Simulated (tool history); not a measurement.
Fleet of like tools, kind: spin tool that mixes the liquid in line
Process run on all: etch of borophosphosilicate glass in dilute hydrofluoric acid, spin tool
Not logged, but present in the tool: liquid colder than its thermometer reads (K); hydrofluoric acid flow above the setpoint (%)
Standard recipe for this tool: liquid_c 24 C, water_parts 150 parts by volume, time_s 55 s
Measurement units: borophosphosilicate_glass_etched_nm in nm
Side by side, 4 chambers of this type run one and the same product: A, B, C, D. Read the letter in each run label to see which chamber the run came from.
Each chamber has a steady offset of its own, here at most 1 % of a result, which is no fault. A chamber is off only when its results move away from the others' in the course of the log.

| run | hour | liquid_c | water_parts | time_s | hours since the thermometer was replaced | hours since the hydrofluoric acid flow meter was replaced | read-back film thickness of the borophosphosilicate glass reference wafer, read on the same gauge (nm) | borophosphosilicate_glass_etched_nm |
|---|---|---|---|---|---|---|---|---|
| 1A | 5.6 | 24 | 150 | 55 | 1105.0 | 1746.7 | 139.99 | 22.803 |
| 2C | 8.7 | 24 | 150 | 55 | 1005.1 | 1475.1 | 140.01 | 23.264 |
| 3B | 14.7 | 24 | 150 | 55 | 855.6 | 714.7 | 139.99 | 22.971 |
| 4D | 18.2 | 24 | 150 | 55 | 164.4 | 532.4 | 139.99 | 22.965 |
| 5B | 21.8 | 24 | 150 | 55 | 862.7 | 721.8 | 140.01 | 23.290 |
| 6A | 25.9 | 24 | 150 | 55 | 1125.3 | 1767.0 | 140.03 | 22.497 |
| 7C | 30.4 | 24 | 150 | 55 | 1026.8 | 1496.8 | 140.00 | 22.939 |
| 8D | 35.2 | 24 | 150 | 55 | 181.4 | 549.4 | 140.00 | 23.135 |
| 9A | 42.0 | 24 | 150 | 55 | 1141.4 | 1783.1 | 139.99 | 22.884 |
| 10B | 48.6 | 24 | 150 | 55 | 889.5 | 748.6 | 140.00 | 23.035 |
| 11D | 54.8 | 24 | 150 | 55 | 201.0 | 569.0 | 139.99 | 22.778 |
| 12C | 60.3 | 24 | 150 | 55 | 1056.7 | 1526.7 | 140.02 | 22.971 |
| 13B | 63.7 | 24 | 150 | 55 | 904.6 | 763.7 | 140.02 | 23.070 |
| 14A | 69.7 | 24 | 150 | 25 | 1169.1 | 1810.8 | 140.02 | 10.260 |
| 15C | 76.0 | 24 | 150 | 25 | 1072.4 | 1542.4 | 140.01 | 10.493 |
| 16D | 81.1 | 24 | 150 | 25 | 227.3 | 595.3 | 140.01 | 10.526 |
| 17B | 87.9 | 24 | 150 | 25 | 928.8 | 787.9 | 139.98 | 10.708 |
| 18C | 91.0 | 24 | 150 | 55 | 1087.4 | 1557.4 | 140.00 | 23.297 |
| 19A | 94.5 | 24 | 200 | 55 | 1193.9 | 1835.6 | 140.01 | 16.269 |
| 20D | 101.3 | 24 | 200 | 55 | 247.5 | 615.5 | 140.01 | 16.824 |
| 21A | 104.6 | 24 | 200 | 55 | 1204.0 | 1845.7 | 140.01 | 16.042 |
| 22C | 109.5 | 24 | 200 | 55 | 1105.9 | 1575.9 | 140.02 | 16.315 |
| 23D | 114.3 | 24 | 150 | 55 | 260.5 | 628.5 | 139.99 | 23.076 |
| 24B | 118.1 | 24 | 150 | 35 | 959.0 | 818.1 | 139.99 | 15.191 |
| 25B | 122.5 | 24 | 150 | 35 | 963.4 | 822.5 | 140.01 | 15.302 |
| 26C | 127.4 | 24 | 150 | 35 | 1123.8 | 1593.8 | 140.01 | 14.793 |
| 27A | 132.3 | 24 | 150 | 35 | 1231.7 | 1873.4 | 139.99 | 14.400 |
| 28D | 138.0 | 24 | 150 | 55 | 284.2 | 652.2 | 139.99 | 23.580 |
| 29D | 141.7 | 24 | 150 | 55 | 287.9 | 655.9 | 140.00 | 22.850 |
|  | 146.0 | chamber B: thermometer replaced |
| 30B | 146.2 | 24 | 210 | 55 | 0.2 | 846.2 | 140.00 | 16.241 |
| 31C | 151.3 | 24 | 210 | 55 | 1147.7 | 1617.7 | 140.00 | 15.540 |
| 32A | 157.6 | 24 | 210 | 55 | 1257.0 | 1898.7 | 140.00 | 15.290 |
| 33A | 163.0 | 24 | 210 | 55 | 1262.4 | 1904.1 | 139.99 | 15.215 |
| 34D | 169.8 | 24 | 150 | 55 | 316.0 | 684.0 | 140.01 | 23.000 |
|  | 173.7 | chamber C: hydrofluoric acid flow meter replaced |
| 35B | 174.2 | 24 | 150 | 55 | 28.2 | 874.2 | 140.01 | 24.388 |
| 36C | 180.0 | 24 | 150 | 55 | 1176.4 | 6.4 | 140.00 | 23.178 |
| 37C | 184.9 | 24 | 150 | 55 | 1181.3 | 11.3 | 140.01 | 23.396 |
| 38D | 189.7 | 24 | 150 | 55 | 335.9 | 703.9 | 140.00 | 23.049 |

For the next run the whole fleet of 4 chambers uses the same settings. Give each chamber's results:
| 39A | 194.7 | 24 | 150 | 55 |  |  |  | ? |
| 39B | 194.7 | 24 | 150 | 55 |  |  |  | ? |
| 39C | 194.7 | 24 | 150 | 55 |  |  |  | ? |
| 39D | 194.7 | 24 | 150 | 55 |  |  |  | ? |

| run | borophosphosilicate_glass_etched_nm |
|---|---|
| 39A | 22.929 |
| 39B | 24.508 |
| 39C | 23.211 |
| 39D | 23.242 |

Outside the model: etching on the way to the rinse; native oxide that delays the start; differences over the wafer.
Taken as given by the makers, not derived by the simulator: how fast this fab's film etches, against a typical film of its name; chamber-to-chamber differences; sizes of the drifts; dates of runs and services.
